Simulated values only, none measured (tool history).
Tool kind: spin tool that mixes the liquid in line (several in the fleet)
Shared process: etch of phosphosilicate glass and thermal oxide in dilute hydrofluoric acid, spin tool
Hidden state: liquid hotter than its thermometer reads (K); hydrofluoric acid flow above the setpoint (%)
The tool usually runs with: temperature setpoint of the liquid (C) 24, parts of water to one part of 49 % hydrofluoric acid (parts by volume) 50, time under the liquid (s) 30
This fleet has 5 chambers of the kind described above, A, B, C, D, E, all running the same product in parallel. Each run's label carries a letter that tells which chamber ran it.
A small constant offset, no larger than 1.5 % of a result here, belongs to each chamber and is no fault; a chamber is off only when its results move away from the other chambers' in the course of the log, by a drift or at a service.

run   hour  temperature setpoint of the liquid (C)  parts of water to one part of 49 % hydrofluoric acid (parts by volume)  time under the liquid (s)  hours since the thermometer was replaced  hours since the hydrofluoric acid flow meter was replaced  read-back film thickness of the phosphosilicate glass reference wafer, read on the same gauge (nm)  read-back film thickness of the thermal oxide reference wafer, read on the same gauge (nm)  thickness taken off the phosphosilicate glass on a monitor wafer (Å)  thickness taken off the thermal oxide on a monitor wafer (Å)
 1A    2.7                                      24                                                                      50                         30                                     664.3                                                      127.2                                                                                              120.02                                                                                      150.01                                                                817.47                                                        30.559
 2D    6.5                                      24                                                                      50                         30                                    1812.4                                                      654.3                                                                                              119.98                                                                                         150                                                                830.38                                                        30.441
 3C   11.8                                      24                                                                      50                         30                                    1562.4                                                        101                                                                                              120.03                                                                                      150.02                                                                815.83                                                        30.922
 4E   14.6                                      24                                                                      50                         30                                     901.6                                                      454.2                                                                                              119.97                                                                                      149.99                                                                822.21                                                        31.071
 5B   17.5                                      24                                                                      50                         30                                      37.9                                                      185.8                                                                                              119.95                                                                                         150                                                                 825.2                                                        31.156
 6D   21.5                                      24                                                                      50                         30                                    1827.4                                                      669.3                                                                                              119.97                                                                                      149.99                                                                 825.4                                                        30.983
 7C   26.6                                    27.5                                                                      50                         30                                    1577.2                                                      115.8                                                                                                 120                                                                                         150                                                                942.59                                                         35.37
 8A   31.2                                    27.5                                                                      50                         30                                     692.8                                                      155.7                                                                                              120.03                                                                                         150                                                                936.87                                                        35.321
 9E   36.2                                    27.5                                                                      50                         30                                     923.2                                                      475.8                                                                                              120.03                                                                                         150                                                                945.78                                                        35.673
10B   38.6                                    27.5                                                                      50                         30                                        59                                                      206.9                                                                                              119.94                                                                                         150                                                                945.79                                                         35.57
11D   43.6                                    27.5                                                                      50                         30                                    1849.5                                                      691.4                                                                                              120.01                                                                                         150                                                                952.79                                                        35.461
12A   48.6                                    27.5                                                                      50                         15                                     710.2                                                      173.1                                                                                              120.01                                                                                      150.01                                                                472.67                                                        17.695
      51.3  -- chamber A: thermometer replaced
13B   51.7                                    27.5                                                                      50                         15                                      72.1                                                        220                                                                                              120.03                                                                                         150                                                                474.77                                                        17.812
14C   54.8                                    27.5                                                                      50                         15                                    1605.4                                                        144                                                                                              120.04                                                                                      150.02                                                                472.46                                                        17.661
15E   57.2                                    27.5                                                                      50                         15                                     944.2                                                      496.8                                                                                              120.02                                                                                      149.99                                                                472.23                                                        17.841
16C   62.2                                    27.5                                                                      50                         15                                    1612.8                                                      151.4                                                                                                 120                                                                                      149.99                                                                470.87                                                        17.771
17B   66.1                                      24                                                                      50                         30                                      86.5                                                      234.4                                                                                                 120                                                                                      149.97                                                                828.41                                                         31.22
18A   69.5                                      24                                                                      50                         30                                      18.2                                                        194                                                                                              119.99                                                                                      150.01                                                                815.56                                                        30.997
19E   72.6                                      24                                                                      50                         30                                     959.6                                                      512.2                                                                                              119.97                                                                                         150                                                                818.79                                                        31.269
20D   77.9                                      24                                                                      50                         30                                    1883.8                                                      725.7                                                                                              119.99                                                                                         150                                                                820.43                                                        30.702
21D   80.8                                      24                                                                      50                         30                                    1886.7                                                      728.6                                                                                              120.01                                                                                      149.99                                                                 825.2                                                        30.956
22A   84.6                                      24                                                                      50                         30                                      33.3                                                      209.1                                                                                              119.96                                                                                      150.02                                                                817.07                                                        30.788
23C   88.4                                    20.5                                                                      50                         30                                      1639                                                      177.6                                                                                                 120                                                                                      149.98                                                                708.94                                                        26.476
24E   92.7                                    20.5                                                                      50                         30                                     979.7                                                      532.3                                                                                                 120                                                                                      150.01                                                                711.64                                                        26.832
25B   96.1                                    20.5                                                                      50                         30                                     116.5                                                      264.4                                                                                              120.04                                                                                      150.01                                                                713.82                                                        27.272
26E   99.3                                    20.5                                                                      50                         30                                     986.3                                                      538.9                                                                                              119.99                                                                                         150                                                                712.47                                                        26.917
27A    103                                    20.5                                                                      50                         30                                      51.7                                                      227.5                                                                                              119.99                                                                                      150.03                                                                704.65                                                        26.494
28D  106.2                                      24                                                                      50                         45                                    1912.1                                                        754                                                                                              119.98                                                                                      150.01                                                                1241.5                                                        46.272
29C  108.6                                      24                                                                      50                         45                                    1659.2                                                      197.8                                                                                              120.01                                                                                      150.02                                                                1228.5                                                        46.691
30B  111.7                                      24                                                                      50                         45                                     132.1                                                        280                                                                                              119.99                                                                                      149.98                                                                  1236                                                        46.905
31A  116.7                                      24                                                                      50                         45                                      65.4                                                      241.2                                                                                              120.04                                                                                      150.01                                                                1219.4                                                         46.02
32E  121.3                                      24                                                                      50                         45                                    1008.3                                                      560.9                                                                                              119.97                                                                                      150.01                                                                1227.9                                                        46.808
     124.2  -- chamber E: hydrofluoric acid flow meter replaced
33C  124.7                                      24                                                                      30                         30                                    1675.3                                                      213.9                                                                                              119.96                                                                                      149.99                                                                1385.1                                                        52.933
34D    129                                      24                                                                      30                         30                                    1934.9                                                      776.8                                                                                                 120                                                                                         150                                                                1405.4                                                        51.933
35B  131.5                                      24                                                                      30                         30                                     151.9                                                      299.8                                                                                              119.96                                                                                      150.02                                                                1403.9                                                        53.146
     131.8  -- chamber D: thermometer replaced
36E  134.8                                      24                                                                      30                         30                                    1021.8                                                       10.6                                                                                              119.99                                                                                      149.98                                                                1392.1                                                        52.894
37A  138.3                                      24                                                                      30                         30                                        87                                                      262.8                                                                                              120.01                                                                                      149.99                                                                1418.9                                                        53.563
38C  140.8                                      24                                                                      35                         20                                    1691.4                                                        230                                                                                              120.01                                                                                         150                                                                786.86                                                        29.484
39B  145.1                                      24                                                                      35                         20                                     165.5                                                      313.4                                                                                              120.03                                                                                         150                                                                797.35                                                        30.024
40D  148.2                                      24                                                                      35                         20                                      16.4                                                        796                                                                                              120.02                                                                                      149.99                                                                799.08                                                        29.741
41E  152.6                                      24                                                                      35                         20                                    1039.6                                                       28.4                                                                                              120.01                                                                                      149.99                                                                792.97                                                        30.343
42A  156.2                                      24                                                                      35                         20                                     104.9                                                      280.7                                                                                              119.99                                                                                      150.01                                                                798.25                                                        29.669
43D  158.6                                      24                                                                      50                         30                                      26.8                                                      806.4                                                                                              119.94                                                                                         150                                                                824.42                                                        30.792

Next, every chamber runs the same settings. What will each give?
44A  162.5                                      24                                                                      50                         25                                                                                                                                                                                                                                                                                                                                                                          ?                                                             ?
44B  162.5                                      24                                                                      50                         25                                                                                                                                                                                                                                                                                                                                                                          ?                                                             ?
44C  162.5                                      24                                                                      50                         25                                                                                                                                                                                                                                                                                                                                                                          ?                                                             ?
44D  162.5                                      24                                                                      50                         25                                                                                                                                                                                                                                                                                                                                                                          ?                                                             ?
44E  162.5                                      24                                                                      50                         25                                                                                                                                                                                                                                                                                                                                                                          ?                                                             ?

run  thickness taken off the phosphosilicate glass on a monitor wafer (Å)  thickness taken off the thermal oxide on a monitor wafer (Å)
44A                                                                678.33                                                        25.426
44B                                                                 691.1                                                        26.301
44C                                                                685.84                                                        25.619
44D                                                                 692.9                                                         25.75
44E                                                                682.86                                                        25.913
